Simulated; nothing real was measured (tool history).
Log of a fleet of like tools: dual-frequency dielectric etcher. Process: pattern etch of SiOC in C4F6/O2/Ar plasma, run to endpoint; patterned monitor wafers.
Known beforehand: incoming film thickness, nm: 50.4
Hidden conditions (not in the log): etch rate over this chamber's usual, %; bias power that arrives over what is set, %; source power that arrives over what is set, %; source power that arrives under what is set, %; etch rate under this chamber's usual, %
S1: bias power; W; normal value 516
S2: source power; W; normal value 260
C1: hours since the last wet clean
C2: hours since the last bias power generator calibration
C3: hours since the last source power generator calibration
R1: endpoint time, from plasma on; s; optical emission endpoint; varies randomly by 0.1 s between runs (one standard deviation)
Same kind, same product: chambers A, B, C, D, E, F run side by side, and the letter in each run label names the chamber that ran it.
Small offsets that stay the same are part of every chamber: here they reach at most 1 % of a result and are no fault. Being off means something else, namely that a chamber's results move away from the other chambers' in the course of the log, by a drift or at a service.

{"run": "1D", "hour": 5.1, "S1": 516, "S2": 260, "C1": 125.1, "C2": 275.7, "C3": 1147, "R1": 19.472}
{"hour": 7.2, "done": "chamber C: wet clean of the chamber"}
{"run": "2C", "hour": 11.0, "S1": 516, "S2": 260, "C1": 3.8, "C2": 300, "C3": 1108.2, "R1": 19.871}
{"run": "3E", "hour": 20.6, "S1": 516, "S2": 260, "C1": 495.5, "C2": 1479.3, "C3": 674.3, "R1": 19.533}
{"run": "4F", "hour": 29.3, "S1": 516, "S2": 260, "C1": 339.1, "C2": 182.5, "C3": 327.4, "R1": 19.597}
{"run": "5B", "hour": 36.5, "S1": 516, "S2": 260, "C1": 363.8, "C2": 2085.8, "C3": 778.4, "R1": 19.719}
{"run": "6A", "hour": 41.5, "S1": 516, "S2": 260, "C1": 353.4, "C2": 2016.2, "C3": 954.1, "R1": 19.547}
{"hour": 50.1, "done": "chamber E: wet clean of the chamber"}
{"run": "7D", "hour": 50.1, "S1": 516, "S2": 260, "C1": 170.1, "C2": 320.7, "C3": 1192, "R1": 19.327}
{"run": "8F", "hour": 57.4, "S1": 516, "S2": 280, "C1": 367.2, "C2": 210.6, "C3": 355.5, "R1": 19.058}
{"run": "9B", "hour": 62.5, "S1": 516, "S2": 280, "C1": 389.8, "C2": 2111.8, "C3": 804.4, "R1": 18.998}
{"run": "10C", "hour": 71.6, "S1": 516, "S2": 280, "C1": 64.4, "C2": 360.6, "C3": 1168.8, "R1": 19.377}
{"run": "11E", "hour": 77.8, "S1": 516, "S2": 280, "C1": 27.7, "C2": 1536.5, "C3": 731.5, "R1": 19.171}
{"run": "12A", "hour": 84.2, "S1": 516, "S2": 280, "C1": 396.1, "C2": 2058.9, "C3": 996.8, "R1": 18.916}
{"hour": 86.2, "done": "chamber A: wet clean of the chamber"}
{"run": "13F", "hour": 93.6, "S1": 516, "S2": 280, "C1": 403.4, "C2": 246.8, "C3": 391.7, "R1": 18.988}
{"run": "14B", "hour": 103.3, "S1": 516, "S2": 260, "C1": 430.6, "C2": 2152.6, "C3": 845.2, "R1": 19.605}
{"run": "15A", "hour": 110.7, "S1": 516, "S2": 260, "C1": 24.5, "C2": 2085.4, "C3": 1023.3, "R1": 19.617}
{"run": "16C", "hour": 118.2, "S1": 516, "S2": 260, "C1": 111, "C2": 407.2, "C3": 1215.4, "R1": 19.599}
{"run": "17D", "hour": 126.8, "S1": 516, "S2": 260, "C1": 246.8, "C2": 397.4, "C3": 1268.7, "R1": 19.738}
{"run": "18E", "hour": 131.7, "S1": 516, "S2": 260, "C1": 81.6, "C2": 1590.4, "C3": 785.4, "R1": 19.785}
{"run": "19C", "hour": 136.7, "S1": 516, "S2": 260, "C1": 129.5, "C2": 425.7, "C3": 1233.9, "R1": 19.82}
{"run": "20B", "hour": 146.1, "S1": 516, "S2": 260, "C1": 473.4, "C2": 2195.4, "C3": 888, "R1": 19.585}
{"run": "21F", "hour": 151.5, "S1": 516, "S2": 260, "C1": 461.3, "C2": 304.7, "C3": 449.6, "R1": 19.901}
{"run": "22E", "hour": 156.9, "S1": 516, "S2": 260, "C1": 106.8, "C2": 1615.6, "C3": 810.6, "R1": 19.782}
{"run": "23D", "hour": 164.3, "S1": 516, "S2": 260, "C1": 284.3, "C2": 434.9, "C3": 1306.2, "R1": 19.683}
{"run": "24A", "hour": 172.4, "S1": 516, "S2": 260, "C1": 86.2, "C2": 2147.1, "C3": 1085, "R1": 19.63}
{"run": "25F", "hour": 181.5, "S1": 516, "S2": 260, "C1": 491.3, "C2": 334.7, "C3": 479.6, "R1": 19.428}
{"run": "26E", "hour": 188.9, "S1": 516, "S2": 260, "C1": 138.8, "C2": 1647.6, "C3": 842.6, "R1": 19.618}
{"run": "27B", "hour": 197.4, "S1": 516, "S2": 260, "C1": 524.7, "C2": 2246.7, "C3": 939.3, "R1": 19.363}
{"run": "28C", "hour": 204.4, "S1": 516, "S2": 220, "C1": 197.2, "C2": 493.4, "C3": 1301.6, "R1": 21.062}
{"run": "29D", "hour": 212.4, "S1": 516, "S2": 220, "C1": 332.4, "C2": 483, "C3": 1354.3, "R1": 20.866}
{"run": "30A", "hour": 218.2, "S1": 516, "S2": 220, "C1": 132, "C2": 2192.9, "C3": 1130.8, "R1": 20.908}
{"run": "31A", "hour": 222.6, "S1": 516, "S2": 220, "C1": 136.4, "C2": 2197.3, "C3": 1135.2, "R1": 20.903}
{"run": "32C", "hour": 227.2, "S1": 516, "S2": 220, "C1": 220, "C2": 516.2, "C3": 1324.4, "R1": 21.011}
{"hour": 230.1, "done": "chamber D: wet clean of the chamber"}
{"run": "33F", "hour": 237.1, "S1": 516, "S2": 220, "C1": 546.9, "C2": 390.3, "C3": 535.2, "R1": 20.896}
{"run": "34D", "hour": 243.2, "S1": 516, "S2": 260, "C1": 13.1, "C2": 513.8, "C3": 1385.1, "R1": 19.554}
{"run": "35E", "hour": 252.9, "S1": 516, "S2": 260, "C1": 202.8, "C2": 1711.6, "C3": 906.6, "R1": 19.623}
{"run": "36B", "hour": 259.6, "S1": 516, "S2": 200, "C1": 586.9, "C2": 2308.9, "C3": 1001.5, "R1": 21.603}
{"run": "37C", "hour": 269.1, "S1": 516, "S2": 200, "C1": 261.9, "C2": 558.1, "C3": 1366.3, "R1": 21.818}
{"run": "38B", "hour": 274.7, "S1": 516, "S2": 200, "C1": 602, "C2": 2324, "C3": 1016.6, "R1": 21.44}
{"run": "39F", "hour": 279.7, "S1": 516, "S2": 200, "C1": 589.5, "C2": 432.9, "C3": 577.8, "R1": 21.556}
{"run": "40D", "hour": 286.1, "S1": 516, "S2": 200, "C1": 56, "C2": 556.7, "C3": 1428, "R1": 21.474}

Which is it: a chamber that has drifted or been left off by a service, a gauge drift common to all chambers, or only each chamber's usual small offset? If a chamber is off, name it and its likeliest cause.

Nothing is wrong: each chamber keeps only its own small, steady offset and the gauge holds still.

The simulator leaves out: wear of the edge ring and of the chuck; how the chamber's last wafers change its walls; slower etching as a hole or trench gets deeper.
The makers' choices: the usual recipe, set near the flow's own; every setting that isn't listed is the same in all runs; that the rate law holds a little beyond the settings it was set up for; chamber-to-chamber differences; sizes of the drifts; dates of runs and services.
